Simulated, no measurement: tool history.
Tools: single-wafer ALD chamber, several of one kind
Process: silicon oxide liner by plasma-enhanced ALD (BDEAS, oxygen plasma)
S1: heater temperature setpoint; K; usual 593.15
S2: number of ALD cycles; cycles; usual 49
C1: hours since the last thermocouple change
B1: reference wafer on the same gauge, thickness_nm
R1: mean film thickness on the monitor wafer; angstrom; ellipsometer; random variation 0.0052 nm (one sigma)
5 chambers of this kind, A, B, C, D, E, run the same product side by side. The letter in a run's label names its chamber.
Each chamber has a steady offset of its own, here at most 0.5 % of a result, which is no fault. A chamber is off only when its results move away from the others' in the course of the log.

| run | hour | S1 | S2 | C1 | B1 | R1 |
|---|---|---|---|---|---|---|
| 1D | 14.5 | 593.15 | 49 | 1626.2 | 3.8689 | 44.377 |
| 2E | 27.6 | 593.15 | 49 | 775.1 | 3.8693 | 44.192 |
| 3B | 34.7 | 593.15 | 49 | 482.9 | 3.8691 | 44.3 |
| 4A | 41 | 593.15 | 49 | 1102 | 3.8678 | 44.354 |
| 5C | 51.8 | 593.15 | 49 | 1721.4 | 3.8663 | 44.416 |
| 6B | 60.3 | 593.15 | 49 | 508.5 | 3.8661 | 44.304 |
| 7D | 71.6 | 593.15 | 49 | 1683.3 | 3.8654 | 44.249 |
|  | 78.4 | chamber D: thermocouple changed; heater temperature recalibrated |
| 8C | 85.1 | 593.15 | 49 | 1754.7 | 3.8657 | 44.435 |
| 9E | 99 | 593.15 | 49 | 846.5 | 3.8649 | 44.071 |
| 10A | 105.6 | 593.15 | 49 | 1166.6 | 3.8639 | 44.405 |
| 11B | 120.1 | 593.15 | 49 | 568.3 | 3.863 | 44.175 |
| 12D | 131.4 | 606.15 | 46 | 53.1 | 3.8629 | 40.663 |
| 13A | 138.7 | 606.15 | 46 | 1199.7 | 3.8614 | 40.808 |
| 14E | 146.1 | 606.15 | 46 | 893.6 | 3.8625 | 40.661 |
| 15C | 155.9 | 606.15 | 46 | 1825.5 | 3.8613 | 40.868 |
| 16D | 166.8 | 606.15 | 46 | 88.5 | 3.8616 | 40.679 |
| 17C | 175.5 | 593.15 | 49 | 1845.1 | 3.8591 | 44.398 |
| 18E | 184.3 | 593.15 | 49 | 931.8 | 3.8596 | 44.066 |
| 19A | 192.8 | 603.15 | 40 | 1253.8 | 3.8588 | 35.667 |
| 20B | 201.2 | 603.15 | 40 | 649.4 | 3.8591 | 35.538 |
| 21E | 213.3 | 603.15 | 40 | 960.8 | 3.8582 | 35.436 |
| 22D | 220.5 | 603.15 | 40 | 142.2 | 3.8587 | 35.511 |
|  | 225.7 | chamber E: thermocouple changed; heater temperature recalibrated |
| 23A | 231.5 | 603.15 | 40 | 1292.5 | 3.8574 | 35.681 |
|  | 232.9 | chamber C: thermocouple changed; heater temperature recalibrated |
| 24B | 238.6 | 593.15 | 49 | 686.8 | 3.8579 | 44.228 |
| 25C | 245.1 | 593.15 | 49 | 12.2 | 3.8564 | 44.33 |
| 26C | 256.7 | 593.15 | 49 | 23.8 | 3.8561 | 44.324 |
| 27D | 265.8 | 593.15 | 49 | 187.5 | 3.856 | 44.122 |
| 28E | 279.5 | 593.15 | 49 | 53.8 | 3.8542 | 44.034 |
| 29A | 291.6 | 593.15 | 49 | 1352.6 | 3.8543 | 44.25 |
| 30B | 298 | 593.15 | 49 | 746.2 | 3.8537 | 44.228 |
| 31D | 307.8 | 593.15 | 49 | 229.5 | 3.8546 | 44.02 |
| 32A | 316.4 | 593.15 | 49 | 1377.4 | 3.8533 | 44.224 |
| 33B | 326.8 | 593.15 | 49 | 775 | 3.8519 | 44.241 |

Is one chamber off against the others, does the gauge drift, or is nothing wrong? If a chamber is off, say which, and what the likeliest cause is.

The gauge drifts, so all chambers seem to drift together. No chamber is off.
Cause: gauge reads low (%) = 0.483.
